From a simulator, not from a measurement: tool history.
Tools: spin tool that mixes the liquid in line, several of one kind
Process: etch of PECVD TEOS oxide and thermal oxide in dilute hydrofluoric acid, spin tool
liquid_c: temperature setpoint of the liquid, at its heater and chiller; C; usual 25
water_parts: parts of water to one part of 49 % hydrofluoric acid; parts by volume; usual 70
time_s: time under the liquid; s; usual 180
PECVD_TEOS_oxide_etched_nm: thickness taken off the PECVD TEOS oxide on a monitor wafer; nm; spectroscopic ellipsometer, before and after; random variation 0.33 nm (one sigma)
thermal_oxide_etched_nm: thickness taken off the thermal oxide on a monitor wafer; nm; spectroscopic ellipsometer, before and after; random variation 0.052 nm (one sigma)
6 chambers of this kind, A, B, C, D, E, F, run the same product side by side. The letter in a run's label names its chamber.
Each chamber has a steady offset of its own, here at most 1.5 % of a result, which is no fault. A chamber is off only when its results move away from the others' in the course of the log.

| run | hour | liquid_c | water_parts | time_s | read-back film thickness of the PECVD TEOS oxide reference wafer, read on the same gauge (nm) | read-back film thickness of the thermal oxide reference wafer, read on the same gauge (nm) | PECVD_TEOS_oxide_etched_nm | thermal_oxide_etched_nm |
|---|---|---|---|---|---|---|---|---|
| 1C | 13.5 | 25 | 70 | 180 | 140.01 | 120.01 | 36.812 | 12.4640 |
| 2F | 21.6 | 25 | 70 | 180 | 139.98 | 120.01 | 37.177 | 12.2650 |
| 3A | 30.0 | 25 | 70 | 180 | 140.00 | 120.00 | 36.316 | 12.2920 |
| 4B | 43.7 | 25 | 70 | 180 | 140.00 | 120.02 | 37.461 | 12.4390 |
| 5D | 53.8 | 25 | 70 | 180 | 140.00 | 119.98 | 36.393 | 12.4570 |
|  | 54.9 | chamber C: hydrofluoric acid flow meter replaced |
| 6E | 63.1 | 25 | 70 | 180 | 140.00 | 120.00 | 36.810 | 12.2830 |
| 7B | 78.1 | 25 | 70 | 180 | 140.00 | 120.01 | 36.992 | 12.4270 |
| 8D | 92.3 | 25 | 70 | 180 | 140.02 | 119.98 | 37.292 | 12.3850 |
| 9A | 107.7 | 25 | 85 | 285 | 140.02 | 119.96 | 47.624 | 15.7810 |
| 10E | 123.8 | 25 | 85 | 285 | 140.01 | 119.99 | 47.430 | 15.8970 |
|  | 124.8 | chamber E: thermometer replaced |
| 11F | 134.4 | 25 | 85 | 285 | 140.00 | 120.02 | 47.962 | 15.7560 |
| 12C | 150.0 | 25 | 85 | 285 | 140.03 | 120.01 | 47.931 | 15.9780 |
| 13F | 162.9 | 25 | 85 | 285 | 139.98 | 119.99 | 47.694 | 15.7360 |
| 14C | 176.7 | 25 | 85 | 285 | 139.99 | 120.04 | 47.817 | 15.9790 |
| 15B | 186.1 | 25 | 70 | 180 | 139.99 | 120.02 | 37.068 | 12.4450 |
| 16D | 200.0 | 29 | 100 | 180 | 139.96 | 120.02 | 28.628 | 9.6600 |
| 17E | 209.1 | 29 | 100 | 180 | 140.01 | 120.02 | 28.945 | 9.6687 |
| 18A | 223.0 | 29 | 100 | 180 | 139.98 | 120.00 | 29.233 | 9.7301 |
| 19C | 237.7 | 29 | 100 | 180 | 140.04 | 120.04 | 29.071 | 9.8222 |
| 20E | 251.2 | 29 | 100 | 180 | 140.01 | 120.00 | 28.900 | 9.7121 |
| 21F | 266.1 | 29 | 100 | 180 | 140.01 | 120.02 | 29.270 | 9.6548 |
| 22B | 274.9 | 25 | 70 | 180 | 140.01 | 119.99 | 36.603 | 12.3000 |
|  | 281.0 | chamber F: hydrofluoric acid flow meter replaced |
| 23D | 285.0 | 25 | 70 | 180 | 139.99 | 120.02 | 36.519 | 12.3380 |
| 24A | 298.3 | 25 | 70 | 180 | 140.00 | 120.01 | 36.689 | 12.3740 |
| 25A | 307.5 | 25 | 70 | 180 | 139.98 | 120.02 | 37.031 | 12.3330 |
| 26D | 322.9 | 25 | 70 | 180 | 140.00 | 120.01 | 36.853 | 12.4120 |
| 27C | 335.0 | 25 | 70 | 180 | 140.03 | 119.99 | 37.232 | 12.4670 |
| 28E | 347.4 | 25 | 70 | 180 | 140.00 | 120.00 | 36.812 | 12.1550 |
| 29B | 356.3 | 25 | 70 | 180 | 140.00 | 120.01 | 36.929 | 12.4790 |
|  | 358.7 | chamber B: hydrofluoric acid flow meter replaced |
| 30F | 370.8 | 25 | 70 | 180 | 140.01 | 119.96 | 37.178 | 12.4450 |
| 31F | 377.9 | 25 | 70 | 180 | 140.01 | 119.96 | 37.589 | 12.4440 |
|  | 379.0 | chamber E: hydrofluoric acid flow meter replaced |
|  | 384.0 | chamber A: hydrofluoric acid flow meter replaced |
| 32E | 393.4 | 25 | 70 | 180 | 140.01 | 120.02 | 37.069 | 12.3570 |
| 33C | 408.0 | 25 | 70 | 180 | 140.01 | 120.02 | 37.059 | 12.4710 |
| 34D | 416.3 | 25 | 70 | 180 | 140.01 | 119.95 | 36.636 | 12.3950 |
| 35B | 428.2 | 25 | 70 | 180 | 140.00 | 120.01 | 37.057 | 12.3740 |
| 36A | 442.5 | 25 | 70 | 180 | 139.97 | 119.97 | 36.938 | 12.3130 |
| 37B | 458.6 | 25 | 70 | 180 | 140.01 | 119.99 | 37.286 | 12.4270 |
| 38A | 474.8 | 25 | 95 | 90 | 139.97 | 120.02 | 13.223 | 4.4397 |
| 39C | 487.2 | 25 | 95 | 90 | 139.99 | 119.98 | 13.338 | 4.4872 |
| 40D | 499.6 | 25 | 95 | 90 | 140.00 | 119.98 | 13.004 | 4.4156 |
| 41F | 510.1 | 25 | 95 | 90 | 140.01 | 120.00 | 13.315 | 4.3948 |
| 42E | 518.1 | 25 | 95 | 90 | 140.03 | 119.98 | 13.243 | 4.3959 |
| 43E | 529.8 | 25 | 95 | 90 | 140.01 | 119.96 | 13.205 | 4.4313 |
| 44C | 540.7 | 25 | 70 | 180 | 140.01 | 120.02 | 37.266 | 12.4580 |

All 6 chambers run these settings next. Forecast each chamber's results:
| 45A | 552.4 | 25 | 70 | 180 |  |  | ? | ? |
| 45B | 552.4 | 25 | 70 | 180 |  |  | ? | ? |
| 45C | 552.4 | 25 | 70 | 180 |  |  | ? | ? |
| 45D | 552.4 | 25 | 70 | 180 |  |  | ? | ? |
| 45E | 552.4 | 25 | 70 | 180 |  |  | ? | ? |
| 45F | 552.4 | 25 | 70 | 180 |  |  | ? | ? |

| run | PECVD_TEOS_oxide_etched_nm | thermal_oxide_etched_nm |
|---|---|---|
| 45A | 37.220 | 12.3360 |
| 45B | 36.725 | 12.3770 |
| 45C | 36.850 | 12.4470 |
| 45D | 36.535 | 12.3780 |
| 45E | 36.863 | 12.3740 |
| 45F | 37.448 | 12.4520 |
